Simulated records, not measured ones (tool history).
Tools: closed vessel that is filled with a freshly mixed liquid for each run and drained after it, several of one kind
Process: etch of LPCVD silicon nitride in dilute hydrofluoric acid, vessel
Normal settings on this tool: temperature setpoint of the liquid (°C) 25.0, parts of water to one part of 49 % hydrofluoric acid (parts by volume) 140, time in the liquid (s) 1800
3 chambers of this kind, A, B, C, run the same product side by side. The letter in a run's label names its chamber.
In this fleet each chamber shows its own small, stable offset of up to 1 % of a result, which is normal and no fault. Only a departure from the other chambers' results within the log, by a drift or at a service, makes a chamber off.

run   hour  temperature setpoint of the liquid (°C)  parts of water to one part of 49 % hydrofluoric acid (parts by volume)  time in the liquid (s)  read-back film thickness of the LPCVD silicon nitride reference wafer, read on the same gauge (nm)  thickness taken off the LPCVD silicon nitride on a monitor wafer (Å)
 1B    7.8                                     25.0                                                                     140                    1800                                                                                              49.989                                                                80.942
 2A   14.4                                     25.0                                                                     140                    1800                                                                                              50.007                                                                79.505
 3C   20.7                                     25.0                                                                     140                    1800                                                                                              49.989                                                                78.759
 4C   29.0                                     25.0                                                                     140                    1800                                                                                              50.000                                                                79.015
 5B   37.7                                     25.0                                                                     140                    1800                                                                                              49.993                                                                79.938
      44.6  -- chamber B: thermometer replaced
 6A   46.5                                     25.0                                                                     140                    1800                                                                                              50.029                                                                78.814
 7B   50.6                                     25.0                                                                     140                    1800                                                                                              50.023                                                                80.278
 8C   55.2                                     25.0                                                                     140                    1800                                                                                              50.008                                                                78.775
 9A   63.7                                     25.0                                                                     140                    1800                                                                                              50.015                                                                78.337
10B   70.6                                     25.0                                                                     140                    1800                                                                                              49.981                                                                80.307
11A   75.2                                     25.0                                                                     140                    1800                                                                                              49.987                                                                78.722
12C   82.7                                     25.0                                                                     140                    1800                                                                                              49.977                                                                79.736
13A   88.6                                     25.0                                                                     140                    1800                                                                                              49.981                                                                79.085
14C   94.8                                     25.0                                                                     140                    1800                                                                                              49.983                                                                79.106
     100.3  -- chamber C: hydrofluoric acid flow meter replaced
15B  101.8                                     25.0                                                                     140                    1800                                                                                              50.016                                                                81.090
16B  106.6                                     25.0                                                                     140                    1800                                                                                              50.019                                                                81.894
17A  112.0                                     25.0                                                                     140                    1800                                                                                              50.016                                                                79.417
18C  117.3                                     25.0                                                                     140                    1800                                                                                              49.983                                                                79.267
19C  122.6                                     25.0                                                                     140                    1800                                                                                              50.005                                                                79.736
20B  127.5                                     25.0                                                                     140                    1800                                                                                              50.001                                                                82.200
21A  133.8                                     25.0                                                                     140                    1800                                                                                              49.970                                                                78.331
22B  140.0                                     25.0                                                                     140                    1800                                                                                              49.997                                                                82.658
23A  148.5                                     25.0                                                                     140                    1800                                                                                              50.008                                                                79.035
24C  154.6                                     25.0                                                                     140                    1800                                                                                              50.006                                                                79.086
25B  163.5                                     25.0                                                                     140                    1800                                                                                              50.005                                                                84.087
26C  167.9                                     28.5                                                                     140                    2680                                                                                              49.992                                                               147.100
27A  173.1                                     28.5                                                                     140                    2680                                                                                              49.977                                                               146.400
28A  179.7                                     28.5                                                                     140                    2680                                                                                              50.033                                                               146.890
29B  185.6                                     25.0                                                                     140                    1800                                                                                              49.999                                                                84.695
30C  190.7                                     25.0                                                                     140                    1800                                                                                              50.034                                                                79.336
31C  195.8                                     25.0                                                                     140                    1800                                                                                              49.980                                                                79.922
32A  203.0                                     25.0                                                                     140                    1800                                                                                              49.961                                                                78.781
     206.4  -- chamber C: thermometer replaced
33B  211.2                                     25.0                                                                     140                    1800                                                                                              49.981                                                                85.173
34A  217.8                                     25.0                                                                     140                    1800                                                                                              50.028                                                                79.005
35B  223.8                                     25.0                                                                     140                    1800                                                                                              49.995                                                                86.274
36C  228.6                                     25.0                                                                     140                    1800                                                                                              50.027                                                                79.410
37A  234.1                                     25.0                                                                     210                    1800                                                                                              49.991                                                                52.784

Predict what each chamber gives when all 3 of them run the settings below next.
38A  240.5                                     25.0                                                                     115                    1800                                                                                                                                                                         ?
38B  240.5                                     25.0                                                                     115                    1800                                                                                                                                                                         ?
38C  240.5                                     25.0                                                                     115                    1800                                                                                                                                                                         ?

run  thickness taken off the LPCVD silicon nitride on a monitor wafer (Å)
38A                                                                96.649
38B                                                               107.780
38C                                                                96.717
